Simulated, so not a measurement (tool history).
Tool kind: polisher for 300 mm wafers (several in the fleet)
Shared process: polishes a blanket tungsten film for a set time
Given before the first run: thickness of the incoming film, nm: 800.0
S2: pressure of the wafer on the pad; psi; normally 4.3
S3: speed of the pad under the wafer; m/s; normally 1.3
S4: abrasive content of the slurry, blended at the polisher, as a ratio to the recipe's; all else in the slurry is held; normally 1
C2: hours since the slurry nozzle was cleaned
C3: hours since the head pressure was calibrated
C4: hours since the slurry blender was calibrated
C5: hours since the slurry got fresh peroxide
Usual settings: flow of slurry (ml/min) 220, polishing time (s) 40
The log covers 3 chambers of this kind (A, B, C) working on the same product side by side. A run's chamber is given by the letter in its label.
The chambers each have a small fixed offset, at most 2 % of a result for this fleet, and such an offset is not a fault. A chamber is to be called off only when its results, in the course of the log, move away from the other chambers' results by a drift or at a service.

run 1A hour=6.2 | flow_of_slurry_(ml/min)=220 S2=4.3 S3=1.3 S4=1 polishing_time_(s)=40 | wafers_polished_on_this_pad=240 C2=184.8 C3=67.5 C4=358.9 C5=169 | film_removed_(angstrom)=2528.4
run 2C hour=12.6 | flow_of_slurry_(ml/min)=220 S2=4.3 S3=1.3 S4=1 polishing_time_(s)=40 | wafers_polished_on_this_pad=755 C2=893.8 C3=700.3 C4=62.2 C5=47.4 | film_removed_(angstrom)=2554.9
-- hour=16.4 chamber B: slurry tank refilled with fresh slurry and peroxide
-- hour=18.3 chamber C: worn pad replaced by a new one
run 3B hour=20.4 | flow_of_slurry_(ml/min)=220 S2=4.3 S3=1.3 S4=1 polishing_time_(s)=40 | wafers_polished_on_this_pad=534 C2=82.3 C3=182.4 C4=155.8 C5=4.1 | film_removed_(angstrom)=2608
-- hour=22.3 chamber A: slurry tank refilled with fresh slurry and peroxide
-- hour=24.4 chamber B: worn pad replaced by a new one
run 4A hour=27.3 | flow_of_slurry_(ml/min)=220 S2=4.3 S3=1.3 S4=1 polishing_time_(s)=40 | wafers_polished_on_this_pad=501 C2=205.9 C3=88.6 C4=380 C5=5.1 | film_removed_(angstrom)=2499.1
run 5C hour=35 | flow_of_slurry_(ml/min)=220 S2=4.3 S3=1.3 S4=1 polishing_time_(s)=40 | wafers_polished_on_this_pad=207 C2=916.2 C3=722.7 C4=84.6 C5=69.8 | film_removed_(angstrom)=2537.8
run 6B hour=43 | flow_of_slurry_(ml/min)=200 S2=4.3 S3=1.74 S4=1 polishing_time_(s)=40 | wafers_polished_on_this_pad=231 C2=104.9 C3=205 C4=178.4 C5=26.7 | film_removed_(angstrom)=3389.9
run 7B hour=49.2 | flow_of_slurry_(ml/min)=200 S2=4.3 S3=1.74 S4=1 polishing_time_(s)=40 | wafers_polished_on_this_pad=308 C2=111.1 C3=211.2 C4=184.6 C5=32.9 | film_removed_(angstrom)=3320.7
run 8A hour=55.1 | flow_of_slurry_(ml/min)=200 S2=4.3 S3=1.74 S4=1 polishing_time_(s)=40 | wafers_polished_on_this_pad=846 C2=233.7 C3=116.4 C4=407.8 C5=32.9 | film_removed_(angstrom)=3297.3
-- hour=58.2 chamber A: worn pad replaced by a new one
run 9C hour=62.5 | flow_of_slurry_(ml/min)=220 S2=4.3 S3=1.3 S4=1 polishing_time_(s)=40 | wafers_polished_on_this_pad=548 C2=943.7 C3=750.2 C4=112.1 C5=97.3 | film_removed_(angstrom)=2486.3
-- hour=67.3 chamber C: slurry nozzle cleaned
run 10C hour=71.2 | flow_of_slurry_(ml/min)=220 S2=4.3 S3=1.3 S4=1 polishing_time_(s)=40 | wafers_polished_on_this_pad=656 C2=3.9 C3=758.9 C4=120.8 C5=106 | film_removed_(angstrom)=2497
-- hour=72.2 chamber A: slurry blender recalibrated
run 11B hour=78.1 | flow_of_slurry_(ml/min)=220 S2=4.3 S3=1.3 S4=1 polishing_time_(s)=40 | wafers_polished_on_this_pad=666 C2=140 C3=240.1 C4=213.5 C5=61.8 | film_removed_(angstrom)=2559.1
-- hour=81.5 chamber B: worn pad replaced by a new one
-- hour=85.4 chamber C: worn pad replaced by a new one
run 12A hour=85.8 | flow_of_slurry_(ml/min)=220 S2=4.3 S3=1.3 S4=1 polishing_time_(s)=40 | wafers_polished_on_this_pad=342 C2=264.4 C3=147.1 C4=13.7 C5=63.6 | film_removed_(angstrom)=2515.1
run 13C hour=91 | flow_of_slurry_(ml/min)=220 S2=4.3 S3=1.3 S4=1 polishing_time_(s)=40 | wafers_polished_on_this_pad=70 C2=23.7 C3=778.7 C4=140.6 C5=125.8 | film_removed_(angstrom)=2428.3
run 14B hour=95.1 | flow_of_slurry_(ml/min)=220 S2=4.3 S3=1.3 S4=1 polishing_time_(s)=40 | wafers_polished_on_this_pad=169 C2=157 C3=257.1 C4=230.5 C5=78.8 | film_removed_(angstrom)=2512.5
run 15A hour=101.9 | flow_of_slurry_(ml/min)=220 S2=4.3 S3=1.3 S4=1 polishing_time_(s)=40 | wafers_polished_on_this_pad=542 C2=280.5 C3=163.2 C4=29.8 C5=79.7 | film_removed_(angstrom)=2491.6
run 16C hour=107.1 | flow_of_slurry_(ml/min)=220 S2=4.3 S3=1.3 S4=1 polishing_time_(s)=40 | wafers_polished_on_this_pad=269 C2=39.8 C3=794.8 C4=156.7 C5=141.9 | film_removed_(angstrom)=2417.3
run 17B hour=114.2 | flow_of_slurry_(ml/min)=220 S2=4.3 S3=1.3 S4=1 polishing_time_(s)=40 | wafers_polished_on_this_pad=405 C2=176.1 C3=276.2 C4=249.6 C5=97.9 | film_removed_(angstrom)=2555.7
run 18A hour=123.1 | flow_of_slurry_(ml/min)=220 S2=4.3 S3=1.3 S4=1 polishing_time_(s)=40 | wafers_polished_on_this_pad=804 C2=301.7 C3=184.4 C4=51 C5=100.9 | film_removed_(angstrom)=2503.8
run 19B hour=128.1 | flow_of_slurry_(ml/min)=220 S2=4.3 S3=1.3 S4=1 polishing_time_(s)=40 | wafers_polished_on_this_pad=578 C2=190 C3=290.1 C4=263.5 C5=111.8 | film_removed_(angstrom)=2569.9
-- hour=133.5 chamber B: worn pad replaced by a new one
run 20C hour=136.5 | flow_of_slurry_(ml/min)=220 S2=4.3 S3=1.3 S4=1 polishing_time_(s)=40 | wafers_polished_on_this_pad=634 C2=69.2 C3=824.2 C4=186.1 C5=171.3 | film_removed_(angstrom)=2468.2
-- hour=142.6 chamber A: worn pad replaced by a new one
run 21A hour=142.8 | flow_of_slurry_(ml/min)=220 S2=4.3 S3=1.3 S4=1 polishing_time_(s)=40 | wafers_polished_on_this_pad=3 C2=321.4 C3=204.1 C4=70.7 C5=120.6 | film_removed_(angstrom)=2510.5
-- hour=143.8 chamber C: worn pad replaced by a new one
run 22C hour=148.9 | flow_of_slurry_(ml/min)=220 S2=4.3 S3=1.3 S4=1 polishing_time_(s)=40 | wafers_polished_on_this_pad=63 C2=81.6 C3=836.6 C4=198.5 C5=183.7 | film_removed_(angstrom)=2427.7
run 23A hour=155.9 | flow_of_slurry_(ml/min)=220 S2=4.3 S3=1.3 S4=1 polishing_time_(s)=40 | wafers_polished_on_this_pad=165 C2=334.5 C3=217.2 C4=83.8 C5=133.7 | film_removed_(angstrom)=2556.4
run 24B hour=164.5 | flow_of_slurry_(ml/min)=220 S2=4.3 S3=1.3 S4=1 polishing_time_(s)=40 | wafers_polished_on_this_pad=384 C2=226.4 C3=326.5 C4=299.9 C5=148.2 | film_removed_(angstrom)=2553.9
-- hour=168 chamber B: head pressure recalibrated
run 25A hour=171.8 | flow_of_slurry_(ml/min)=220 S2=4.3 S3=1.3 S4=1.25 polishing_time_(s)=49 | wafers_polished_on_this_pad=362 C2=350.4 C3=233.1 C4=99.7 C5=149.6 | film_removed_(angstrom)=3282.5
run 26C hour=176.6 | flow_of_slurry_(ml/min)=220 S2=4.3 S3=1.3 S4=1.25 polishing_time_(s)=49 | wafers_polished_on_this_pad=406 C2=109.3 C3=864.3 C4=226.2 C5=211.4 | film_removed_(angstrom)=3080.2
run 27B hour=181.6 | flow_of_slurry_(ml/min)=220 S2=4.3 S3=1.3 S4=1.25 polishing_time_(s)=49 | wafers_polished_on_this_pad=596 C2=243.5 C3=13.7 C4=317 C5=165.3 | film_removed_(angstrom)=3286.6
-- hour=182.4 chamber B: slurry tank refilled with fresh slurry and peroxide
-- hour=184.9 chamber B: worn pad replaced by a new one
run 28A hour=188.6 | flow_of_slurry_(ml/min)=155 S2=4.3 S3=1.3 S4=1 polishing_time_(s)=45 | wafers_polished_on_this_pad=570 C2=367.2 C3=249.9 C4=116.5 C5=166.4 | film_removed_(angstrom)=2670.8
run 29C hour=196.4 | flow_of_slurry_(ml/min)=155 S2=4.3 S3=1.3 S4=1 polishing_time_(s)=45 | wafers_polished_on_this_pad=651 C2=129.1 C3=884.1 C4=246 C5=231.2 | film_removed_(angstrom)=2503.7
-- hour=199.6 chamber C: worn pad replaced by a new one
run 30B hour=203.2 | flow_of_slurry_(ml/min)=155 S2=4.3 S3=1.3 S4=1 polishing_time_(s)=45 | wafers_polished_on_this_pad=227 C2=265.1 C3=35.3 C4=338.6 C5=20.8 | film_removed_(angstrom)=2699.9
run 31A hour=210 | flow_of_slurry_(ml/min)=220 S2=3.8 S3=1.3 S4=1 polishing_time_(s)=40 | wafers_polished_on_this_pad=835 C2=388.6 C3=271.3 C4=137.9 C5=187.8 | film_removed_(angstrom)=2213.2
-- hour=214.7 chamber C: head pressure recalibrated
run 32C hour=217.3 | flow_of_slurry_(ml/min)=220 S2=3.8 S3=1.3 S4=1 polishing_time_(s)=40 | wafers_polished_on_this_pad=219 C2=150 C3=2.6 C4=266.9 C5=252.1 | film_removed_(angstrom)=2096.2
-- hour=220 chamber A: slurry tank refilled with fresh slurry and peroxide
-- hour=221.7 chamber A: worn pad replaced by a new one
run 33B hour=225.4 | flow_of_slurry_(ml/min)=220 S2=3.8 S3=1.3 S4=1 polishing_time_(s)=40 | wafers_polished_on_this_pad=502 C2=287.3 C3=57.5 C4=360.8 C5=43 | film_removed_(angstrom)=2257.4
run 34A hour=230 | flow_of_slurry_(ml/min)=220 S2=4.3 S3=1.3 S4=1 polishing_time_(s)=40 | wafers_polished_on_this_pad=103 C2=408.6 C3=291.3 C4=157.9 C5=10.1 | film_removed_(angstrom)=2486.3
-- hour=232.7 chamber B: slurry blender recalibrated
run 35B hour=234.1 | flow_of_slurry_(ml/min)=220 S2=4.3 S3=1.3 S4=1 polishing_time_(s)=40 | wafers_polished_on_this_pad=609 C2=296 C3=66.2 C4=1.5 C5=51.7 | film_removed_(angstrom)=2555.8
run 36C hour=238.9 | flow_of_slurry_(ml/min)=220 S2=4.3 S3=1.3 S4=1 polishing_time_(s)=40 | wafers_polished_on_this_pad=487 C2=171.6 C3=24.2 C4=288.5 C5=273.7 | film_removed_(angstrom)=2367.6
-- hour=240.4 chamber B: worn pad replaced by a new one
run 37A hour=247 | flow_of_slurry_(ml/min)=220 S2=4.3 S3=1.3 S4=1 polishing_time_(s)=40 | wafers_polished_on_this_pad=313 C2=425.6 C3=308.3 C4=174.9 C5=27.1 | film_removed_(angstrom)=2554.6
run 38B hour=251.3 | flow_of_slurry_(ml/min)=220 S2=4.3 S3=1.3 S4=1 polishing_time_(s)=40 | wafers_polished_on_this_pad=135 C2=313.2 C3=83.4 C4=18.7 C5=68.9 | film_removed_(angstrom)=2574.7
-- hour=252.8 chamber C: worn pad replaced by a new one
run 39C hour=258.6 | flow_of_slurry_(ml/min)=220 S2=4.3 S3=1.3 S4=1 polishing_time_(s)=40 | wafers_polished_on_this_pad=72 C2=191.3 C3=43.9 C4=308.2 C5=293.4 | film_removed_(angstrom)=2374.4

Does one chamber stand apart from the rest, does the shared gauge drift, or is all well apart from small per-chamber offsets? Give the chamber and the most likely cause, where there is one.

It is chamber C that slowly wanders off from its peers.
Likeliest cause: peroxide lost from the slurry, % = 18.1.
From this log alone, it may not be told apart from: abrasive missing from the slurry, %.

Which of the 4 candidates below, each the usual settings with something changed and its results left as question marks, puts chamber C back in line with what the other chambers give on the usual settings?
Allowed miss from the other chambers' usual-settings mean, per result, to count as in line: film removed (angstrom) 97
run 40C-1 hour=265.1 | flow_of_slurry_(ml/min)=220 S2=4 S3=1.2 S4=1 polishing_time_(s)=40 | film_removed_(angstrom)=?
run 40C-2 hour=265.1 | flow_of_slurry_(ml/min)=220 S2=4.3 S3=1.4 S4=1 polishing_time_(s)=43 | film_removed_(angstrom)=?
run 40C-3 hour=265.1 | flow_of_slurry_(ml/min)=220 S2=4.6 S3=1.3 S4=1 polishing_time_(s)=40 | film_removed_(angstrom)=?
run 40C-4 hour=265.1 | flow_of_slurry_(ml/min)=220 S2=4.2 S3=1.26 S4=1 polishing_time_(s)=39 | film_removed_(angstrom)=?

Average result of the remaining chambers running the usual settings: film removed (angstrom) 2516.3
run=40C-1 film_removed_(angstrom)=2000.1
run=40C-2 film_removed_(angstrom)=2702.9
run=40C-3 film_removed_(angstrom)=2495
run=40C-4 film_removed_(angstrom)=2151.6
The answer is 40C-3, which returns the chamber to within the allowed miss of the others.
